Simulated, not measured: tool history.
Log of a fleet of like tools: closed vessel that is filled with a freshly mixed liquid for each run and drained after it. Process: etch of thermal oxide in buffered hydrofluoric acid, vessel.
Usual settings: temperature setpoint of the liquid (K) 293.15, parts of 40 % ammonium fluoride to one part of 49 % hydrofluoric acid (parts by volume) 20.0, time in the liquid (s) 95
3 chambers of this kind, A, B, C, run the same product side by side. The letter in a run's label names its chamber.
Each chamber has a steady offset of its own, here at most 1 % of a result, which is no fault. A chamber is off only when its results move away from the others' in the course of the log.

run	hour	temperature setpoint of the liquid (K)	parts of 40 % ammonium fluoride to one part of 49 % hydrofluoric acid (parts by volume)	time in the liquid (s)	read-back film thickness of the thermal oxide reference wafer, read on the same gauge (nm)	thickness taken off the thermal oxide on a monitor wafer (Å)
1A	2.9	293.15	20.0	95	90.000	430.25
2C	6.9	293.15	20.0	95	89.972	439.91
3B	11.2	293.15	20.0	95	89.982	431.37
4B	14.6	293.15	20.0	95	89.963	442.88
5A	18.5	293.15	20.0	95	89.976	436.61
6C	21.4	293.15	20.0	95	89.988	438.69
7A	25.2	293.15	20.0	95	90.001	434.90
8C	29.6	293.15	20.0	95	90.016	437.56
9B	33.1	293.15	20.0	95	90.014	435.21
10B	37.8	293.15	20.0	95	90.013	440.56
11A	41.6	293.15	20.0	95	89.960	439.48
12C	44.2	293.15	20.0	95	89.980	435.21
13A	47.1	293.15	20.0	95	89.982	439.52
14C	49.7	293.15	20.0	95	90.034	433.51
15B	53.7	293.15	20.0	95	90.038	441.16
16C	56.8	293.15	12.5	95	89.957	697.70
17B	61.2	293.15	12.5	95	90.019	701.95
18A	63.4	293.15	12.5	95	90.023	700.26
19A	66.7	293.15	20.0	95	90.001	439.41
20B	69.5	294.65	20.0	95	89.999	483.45
21C	72.9	294.65	20.0	95	89.975	480.65
22B	76.7	294.65	20.0	95	89.990	483.91
23A	80.7	293.15	20.0	95	90.028	437.13
24C	83.8	293.15	20.0	95	90.025	430.90
25A	86.2	293.15	20.0	95	89.978	439.00
26B	90.8	293.15	20.0	95	90.024	452.78
27C	93.3	293.15	20.0	95	89.992	432.04
28C	96.1	293.15	20.0	95	89.984	432.35
29B	98.7	293.15	20.0	95	90.038	456.07
30A	102.7	293.15	20.0	95	89.948	441.52
31C	107.2	293.15	20.0	95	90.012	438.09
32B	109.6	293.15	20.0	95	89.970	447.31
33A	112.2	293.15	20.0	45	89.989	209.44
34B	115.9	293.15	20.0	45	90.019	212.10
35A	120.9	293.15	20.0	45	89.990	208.59
36C	124.6	293.15	20.0	95	89.954	436.38
37B	127.4	293.15	20.0	95	89.982	450.19
38C	132.2	293.15	20.0	95	90.005	433.51
39A	136.6	293.15	20.0	95	90.003	437.74
40C	141.6	293.15	15.0	115	90.005	708.32
41B	144.2	293.15	15.0	115	90.031	721.45
42A	146.5	293.15	15.0	115	90.018	701.95
43B	150.5	293.15	20.0	95	89.984	457.53
44C	152.7	293.15	20.0	95	89.977	433.48

What goes on in this fleet: one chamber off, a drifting gauge, or nothing beyond the chambers' own small offsets? Name the chamber and the cause, if any.

Chamber B drifts away from the others.
Cause: liquid hotter than its thermometer reads (K) = 1.04.
The log may not tell that from: hydrofluoric acid flow above the setpoint (%).

Here are 4 candidates for chamber B's next run, each the usual settings with a change, their results left as question marks. Which one brings its results back in line with what the others give on the usual settings?
In line means no further than this from the other chambers' mean on the usual settings: thickness taken off the thermal oxide on a monitor wafer (Å) 14.00
45B-1	156.2	293.65	19.5	100		?
45B-2	156.2	293.15	19.0	95		?
45B-3	156.2	292.65	20.5	90		?
45B-4	156.2	292.65	20.5	95		?

The other chambers' mean on the usual settings: thickness taken off the thermal oxide on a monitor wafer (Å) 436.82
run	thickness taken off the thermal oxide on a monitor wafer (Å)
45B-1	510.57
45B-2	483.56
45B-3	416.67
45B-4	439.82
45B-4 brings the chamber back in line.

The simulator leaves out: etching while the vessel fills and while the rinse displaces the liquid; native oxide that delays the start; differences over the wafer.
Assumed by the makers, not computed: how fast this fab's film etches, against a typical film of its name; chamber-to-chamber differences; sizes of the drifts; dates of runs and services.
